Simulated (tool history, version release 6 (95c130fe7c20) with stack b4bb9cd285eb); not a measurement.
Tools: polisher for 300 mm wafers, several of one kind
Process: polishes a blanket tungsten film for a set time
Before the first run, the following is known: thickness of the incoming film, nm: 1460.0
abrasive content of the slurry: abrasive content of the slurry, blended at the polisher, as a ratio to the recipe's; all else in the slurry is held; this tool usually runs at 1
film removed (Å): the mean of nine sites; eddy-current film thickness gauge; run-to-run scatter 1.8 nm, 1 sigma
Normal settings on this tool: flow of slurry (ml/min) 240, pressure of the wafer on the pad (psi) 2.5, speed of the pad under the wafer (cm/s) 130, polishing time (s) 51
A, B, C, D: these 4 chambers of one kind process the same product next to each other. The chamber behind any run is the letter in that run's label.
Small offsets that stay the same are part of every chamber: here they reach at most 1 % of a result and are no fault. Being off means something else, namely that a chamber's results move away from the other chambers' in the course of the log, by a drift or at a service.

run,hour,flow of slurry (ml/min),pressure of the wafer on the pad (psi),speed of the pad under the wafer (cm/s),abrasive content of the slurry,polishing time (s),film removed (Å)
# hour 1.2: chamber D: slurry blender recalibrated
# hour 5.5: chamber B: slurry blender recalibrated
1D,7.2,240,2.5,130,1,51,2082.5
# hour 12.8: chamber A: worn pad replaced by a new one
2B,17.4,240,2.5,130,1,51,2081.2
# hour 20.3: chamber C: slurry tank refilled with fresh slurry and peroxide
3C,26.5,240,2.5,130,1,51,2079.5
4A,36.8,240,2.5,130,1,51,2094.7
5C,43.6,240,2.5,130,1,51,2105.7
# hour 46.9: chamber C: worn pad replaced by a new one
# hour 48.4: chamber C: head pressure recalibrated
# hour 49.6: chamber D: slurry tank refilled with fresh slurry and peroxide
6A,49.8,240,2.5,130,1,51,2022.9
# hour 52.9: chamber B: worn pad replaced by a new one
# hour 53.1: chamber D: worn pad replaced by a new one
7B,60.8,240,2.5,130,1,51,2066.1
8D,67.6,240,2.5,130,1,51,2090.2
# hour 72.4: chamber C: slurry tank refilled with fresh slurry and peroxide
# hour 73.6: chamber A: worn pad replaced by a new one
9C,75.7,240,2.5,130,1,51,2122.0
# hour 79.5: chamber A: slurry tank refilled with fresh slurry and peroxide
10D,86.5,240,2.5,130,1,51,2075.6
11A,92.1,240,2.5,130,1,51,2104.2
# hour 92.4: chamber C: slurry blender recalibrated
# hour 98.0: chamber C: worn pad replaced by a new one
12B,98.5,240,2.5,130,1,51,2096.5
13D,108.7,240,2.5,130,1,51,2057.5
# hour 117.8: chamber D: slurry tank refilled with fresh slurry and peroxide
14C,119.1,240,2.5,130,1,51,2076.8
# hour 125.8: chamber D: worn pad replaced by a new one
15B,127.0,240,2.5,130,1,51,2119.7
# hour 127.4: chamber C: slurry tank refilled with fresh slurry and peroxide
# hour 128.5: chamber A: worn pad replaced by a new one
16A,132.6,240,2.5,130,1,51,2088.7
# hour 133.2: chamber D: slurry blender recalibrated
# hour 139.7: chamber B: worn pad replaced by a new one
17B,139.9,240,2.5,130,1,51,2122.5
# hour 145.7: chamber A: slurry blender recalibrated
18C,145.7,240,2.5,130,1,51,2096.4
# hour 146.8: chamber B: slurry tank refilled with fresh slurry and peroxide
# hour 154.2: chamber C: worn pad replaced by a new one
# hour 155.1: chamber A: slurry tank refilled with fresh slurry and peroxide
19D,156.2,240,2.5,130,1,51,2061.5
20A,162.7,240,2.5,130,1,51,2048.2
# hour 165.9: chamber B: slurry blender recalibrated
21B,172.8,240,2.5,86,1,51,1398.9
# hour 178.0: chamber D: slurry tank refilled with fresh slurry and peroxide
# hour 180.1: chamber C: slurry tank refilled with fresh slurry and peroxide
22A,184.2,240,2.5,86,1,51,1349.8
# hour 186.7: chamber A: worn pad replaced by a new one
23C,191.8,240,2.5,86,1,51,1363.6
# hour 192.9: chamber D: head pressure recalibrated
24D,198.0,240,2.5,86,1,51,1354.3
25B,204.7,240,2.5,130,1,51,2167.0
# hour 208.1: chamber C: worn pad replaced by a new one
26D,216.3,240,2.5,130,1,51,2077.7
# hour 218.5: chamber D: worn pad replaced by a new one
27C,227.0,240,2.5,130,1,51,2100.9
# hour 234.1: chamber C: slurry tank refilled with fresh slurry and peroxide
28A,237.2,240,2.5,130,1,51,2061.0
# hour 244.5: chamber B: worn pad replaced by a new one
# hour 244.6: chamber D: slurry tank refilled with fresh slurry and peroxide
29C,244.7,240,2.5,130,1,51,2094.7
30D,250.7,240,2.5,130,1,51,2106.9
31B,255.9,240,2.5,130,1,51,2189.2

For the next run the whole fleet of 4 chambers uses the same settings. Give each chamber's results:
32A,264.2,240,2.5,174,1,51,?
32B,264.2,240,2.5,174,1,51,?
32C,264.2,240,2.5,174,1,51,?
32D,264.2,240,2.5,174,1,51,?

run,film removed (Å)
32A,2752.4
32B,2972.4
32C,2808.4
32D,2773.3
